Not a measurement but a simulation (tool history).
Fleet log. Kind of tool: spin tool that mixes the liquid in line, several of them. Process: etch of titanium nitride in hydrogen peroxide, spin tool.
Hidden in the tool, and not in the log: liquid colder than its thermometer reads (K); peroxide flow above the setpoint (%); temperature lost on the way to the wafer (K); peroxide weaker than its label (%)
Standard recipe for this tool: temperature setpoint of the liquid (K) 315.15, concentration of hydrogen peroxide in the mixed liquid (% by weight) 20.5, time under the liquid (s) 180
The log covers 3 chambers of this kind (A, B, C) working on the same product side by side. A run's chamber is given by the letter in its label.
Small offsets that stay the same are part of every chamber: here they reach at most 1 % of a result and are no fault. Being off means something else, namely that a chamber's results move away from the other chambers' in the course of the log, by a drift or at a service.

run     day  temperature setpoint of the liquid (K)  concentration of hydrogen peroxide in the mixed liquid (% by weight)  time under the liquid (s)  hours since the thermometer was replaced  hours since the peroxide flow meter was replaced  hours since the heated supply line was repaired  hours since the drum of peroxide was connected  read-back film thickness of the titanium nitride reference wafer, read on the same gauge (nm)  thickness taken off the titanium nitride on a monitor wafer (angstrom)
 1B   0.262                                  315.15                                                                  20.5                        180                                      71.0                                             720.0                                            143.0                                           127.2                                                                                         39.985                                                                  52.588
 2C   0.588                                  315.15                                                                  20.5                        180                                     560.6                                             771.0                                            571.0                                           566.3                                                                                         39.949                                                                  52.383
 3A   0.821                                  315.15                                                                  20.5                        180                                      30.0                                            1615.0                                            743.5                                           203.3                                                                                         39.998                                                                  52.869
 4C   1.225                                  315.15                                                                  20.5                        180                                     575.9                                             786.3                                            586.3                                           581.6                                                                                         39.969                                                                  53.056
 5A   1.417                                  319.15                                                                  20.5                        240                                      44.3                                            1629.3                                            757.8                                           217.6                                                                                         40.015                                                                  95.515
 6B   1.712                                  319.15                                                                  20.5                        240                                     105.8                                             754.8                                            177.8                                           162.0                                                                                         40.045                                                                  95.217
 7B   2.142                                  319.15                                                                  20.5                        240                                     116.1                                             765.1                                            188.1                                           172.3                                                                                         40.018                                                                  94.978
 8A   2.546                                  315.15                                                                  20.5                        180                                      71.4                                            1656.4                                            784.9                                           244.7                                                                                         40.016                                                                  52.608
 9C   2.850                                  315.15                                                                  20.5                        180                                     614.9                                             825.3                                            625.3                                           620.6                                                                                         39.988                                                                  52.836
10A   3.171                                  315.15                                                                  20.5                        180                                      86.4                                            1671.4                                            799.9                                           259.7                                                                                         40.009                                                                  53.094
11B   3.429                                  306.15                                                                  20.5                        180                                     147.0                                             796.0                                            219.0                                           203.2                                                                                         40.023                                                                  25.941
12C   3.725                                  306.15                                                                  20.5                        180                                     635.9                                             846.3                                            646.3                                           641.6                                                                                         39.980                                                                  25.784
13B   4.117                                  306.15                                                                  20.5                        180                                     163.5                                             812.5                                            235.5                                           219.7                                                                                         40.003                                                                  25.796
14C   4.454                                  315.15                                                                  20.5                        180                                     653.4                                             863.8                                            663.8                                           659.1                                                                                         40.013                                                                  52.199
15A   4.650                                  315.15                                                                  20.5                        180                                     121.9                                            1706.9                                            835.4                                           295.2                                                                                         39.963                                                                  52.565
16C   4.846                                  315.15                                                                  20.5                        180                                     662.8                                             873.2                                            673.2                                           668.5                                                                                         39.938                                                                  52.179
17A   5.108                                  315.15                                                                  20.5                        180                                     132.9                                            1717.9                                            846.4                                           306.2                                                                                         40.015                                                                  52.754
18B   5.367                                  315.15                                                                  20.5                        180                                     193.5                                             842.5                                            265.5                                           249.7                                                                                         40.049                                                                  52.728
19C   5.638                                  315.15                                                                  20.5                        180                                     681.8                                             892.2                                            692.2                                           687.5                                                                                         39.954                                                                  51.475
20B   5.967                                  315.15                                                                  20.5                        180                                     207.9                                             856.9                                            279.9                                           264.1                                                                                         39.953                                                                  52.582
21A   6.342                                  315.15                                                                  20.5                        180                                     162.5                                            1747.5                                            876.0                                           335.8                                                                                         40.058                                                                  52.628
22B   6.579                                  315.15                                                                  20.5                        180                                     222.6                                             871.6                                            294.6                                           278.8                                                                                         39.950                                                                  53.188
23C   6.842                                  315.15                                                                  20.5                        180                                     710.7                                             921.1                                            721.1                                           716.4                                                                                         39.973                                                                  51.382
24A   7.221                                  306.65                                                                  20.5                        285                                     183.6                                            1768.6                                            897.1                                           356.9                                                                                         40.060                                                                  42.699
25A   7.546                                  306.65                                                                  20.5                        285                                     191.4                                            1776.4                                            904.9                                           364.7                                                                                         39.977                                                                  42.883
26C   7.817                                  306.65                                                                  20.5                        285                                     734.1                                             944.5                                            744.5                                           739.8                                                                                         40.013                                                                  41.202
27B   8.188                                  310.65                                                                  20.5                        180                                     261.2                                             910.2                                            333.2                                           317.4                                                                                         40.005                                                                  37.200
28A   8.608                                  310.65                                                                  20.5                        180                                     216.9                                            1801.9                                            930.4                                           390.2                                                                                         40.042                                                                  37.153
29B   8.817                                  310.65                                                                  20.5                        180                                     276.3                                             925.3                                            348.3                                           332.5                                                                                         39.994                                                                  37.278
30C   9.012                                  315.15                                                                  20.5                        180                                     762.8                                             973.2                                            773.2                                           768.5                                                                                         39.988                                                                  50.291
31A   9.350                                  315.15                                                                  20.5                        180                                     234.7                                            1819.7                                            948.2                                           408.0                                                                                         40.028                                                                  52.755
32B   9.762                                  315.15                                                                  20.5                        180                                     299.0                                             948.0                                            371.0                                           355.2                                                                                         39.991                                                                  52.998
33C  10.054                                  310.65                                                                  20.5                        180                                     787.8                                             998.2                                            798.2                                           793.5                                                                                         40.017                                                                  35.298
34A  10.267                                  310.65                                                                  20.5                        180                                     256.7                                            1841.7                                            970.2                                           430.0                                                                                         40.005                                                                  36.936
     10.288  -- chamber C: heated supply line repaired
     10.333  -- chamber B: peroxide flow meter replaced
35B  10.671                                  310.65                                                                  20.5                        180                                     320.8                                               8.1                                            392.8                                           377.0                                                                                         40.010                                                                  37.028
36C  10.950                                  315.15                                                                  20.5                        180                                     809.3                                            1019.7                                             15.9                                           815.0                                                                                         40.021                                                                  49.741

Read the log: is a single chamber off, either drifting away or since a service, is the gauge that measures every chamber drifting, or is nothing wrong beyond small per-chamber offsets? Name any odd chamber and what most likely caused it.

One chamber, C, drifts off from the rest bit by bit.
What lies behind it: liquid colder than its thermometer reads (K) = 0.794.

Here are 4 candidates for chamber C's next run, each the usual settings with a change, their results left as question marks. Which one brings its results back in line with what the others give on the usual settings?
Allowed miss from the other chambers' usual-settings mean, per result, to count as in line: thickness taken off the titanium nitride on a monitor wafer (angstrom) 0.790
37C-1  11.262                                  314.65                                                                  20.5                        175                                                                                                                                                                                                                                                                                                                                                                   ?
37C-2  11.262                                  315.15                                                                  17.0                        180                                                                                                                                                                                                                                                                                                                                                                   ?
37C-3  11.262                                  315.15                                                                  24.0                        180                                                                                                                                                                                                                                                                                                                                                                   ?
37C-4  11.262                                  315.65                                                                  20.5                        185                                                                                                                                                                                                                                                                                                                                                                   ?

On the usual settings, the other chambers give on average: thickness taken off the titanium nitride on a monitor wafer (angstrom) 52.774
  run  thickness taken off the titanium nitride on a monitor wafer (angstrom)
37C-1                                                                  46.162
37C-2                                                                  47.406
37C-3                                                                  51.102
37C-4                                                                  52.711
It is 37C-4 that realigns the chamber with its peers.
